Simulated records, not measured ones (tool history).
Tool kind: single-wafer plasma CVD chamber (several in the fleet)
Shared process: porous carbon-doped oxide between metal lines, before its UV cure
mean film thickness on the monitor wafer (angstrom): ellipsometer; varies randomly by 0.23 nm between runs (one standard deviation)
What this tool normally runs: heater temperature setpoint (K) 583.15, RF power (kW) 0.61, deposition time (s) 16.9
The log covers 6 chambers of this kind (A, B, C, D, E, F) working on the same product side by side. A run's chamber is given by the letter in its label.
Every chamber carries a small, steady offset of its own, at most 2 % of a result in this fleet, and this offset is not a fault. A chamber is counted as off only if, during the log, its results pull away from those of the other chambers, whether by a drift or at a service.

run,day,heater temperature setpoint (K),RF power (kW),deposition time (s),"read-back reference wafer on the same gauge, thickness_nm",mean film thickness on the monitor wafer (angstrom)
1C,0.162,583.15,0.61,16.9,112.98,996.16
2D,0.267,583.15,0.61,16.9,113.02,1006.7
3A,0.358,583.15,0.61,16.9,113,1004.2
4F,0.521,583.15,0.61,16.9,113.02,999.56
5B,0.621,578.15,0.68,16.9,113,1127.6
6E,0.729,578.15,0.68,16.9,112.99,1107.7
7E,0.854,578.15,0.68,16.9,113.02,1106.6
8F,1.042,578.15,0.68,16.9,112.96,1103.2
9C,1.175,578.15,0.68,16.9,112.98,1102
10B,1.338,578.15,0.68,16.9,112.92,1126.7
11D,1.442,583.15,0.715,14.1,112.97,937.56
12A,1.562,583.15,0.715,14.1,112.97,937.54
13D,1.742,583.15,0.715,14.1,113.04,940.1
14F,1.904,583.15,0.715,14.1,113.01,932.48
15E,2.071,583.15,0.715,14.1,112.91,934.72
16A,2.246,583.15,0.715,14.1,112.97,938.26
17C,2.417,583.15,0.61,16.9,113,1000.9
18B,2.6,597.15,0.61,20,112.91,1119.4
19C,2.75,597.15,0.61,20,112.99,1094.2
20B,2.921,597.15,0.61,20,112.97,1118.3
21A,3.1,597.15,0.61,20,113.02,1099.7
22F,3.225,597.15,0.61,20,113.02,1108.8
23E,3.396,597.15,0.61,20,112.99,1100.2
24D,3.488,583.15,0.61,16.9,113.03,1005.1
25C,3.592,583.15,0.565,14.9,112.98,846.27
26A,3.754,583.15,0.565,14.9,113.04,846.44
27D,3.838,583.15,0.565,14.9,112.93,846.96
28E,3.975,583.15,0.565,14.9,113.01,848.66
29B,4.075,583.15,0.565,14.9,113,861.51
30F,4.162,583.15,0.565,14.9,112.97,862.02
31A,4.296,583.15,0.61,16.9,112.96,1002.6
32C,4.467,583.15,0.61,16.9,112.97,1001.6
33D,4.558,583.15,0.61,19.3,112.95,1149.7
34F,4.679,583.15,0.61,19.3,113.03,1164.9
35B,4.788,583.15,0.61,19.3,113.05,1157.8
36E,4.921,583.15,0.61,19.3,113.05,1145.6
37A,5.012,583.15,0.61,19.3,113,1141.2
38F,5.142,583.15,0.61,19.3,113.02,1171.2
39B,5.25,583.15,0.61,16.9,112.98,1021.2

For the next run the whole fleet of 6 chambers uses the same settings. Give each chamber's results:
40A,5.388,583.15,0.61,16.9,,?
40B,5.388,583.15,0.61,16.9,,?
40C,5.388,583.15,0.61,16.9,,?
40D,5.388,583.15,0.61,16.9,,?
40E,5.388,583.15,0.61,16.9,,?
40F,5.388,583.15,0.61,16.9,,?

run,mean film thickness on the monitor wafer (angstrom)
40A,1006.2
40B,1024
40C,1002.4
40D,1011.5
40E,1004.3
40F,1031.8

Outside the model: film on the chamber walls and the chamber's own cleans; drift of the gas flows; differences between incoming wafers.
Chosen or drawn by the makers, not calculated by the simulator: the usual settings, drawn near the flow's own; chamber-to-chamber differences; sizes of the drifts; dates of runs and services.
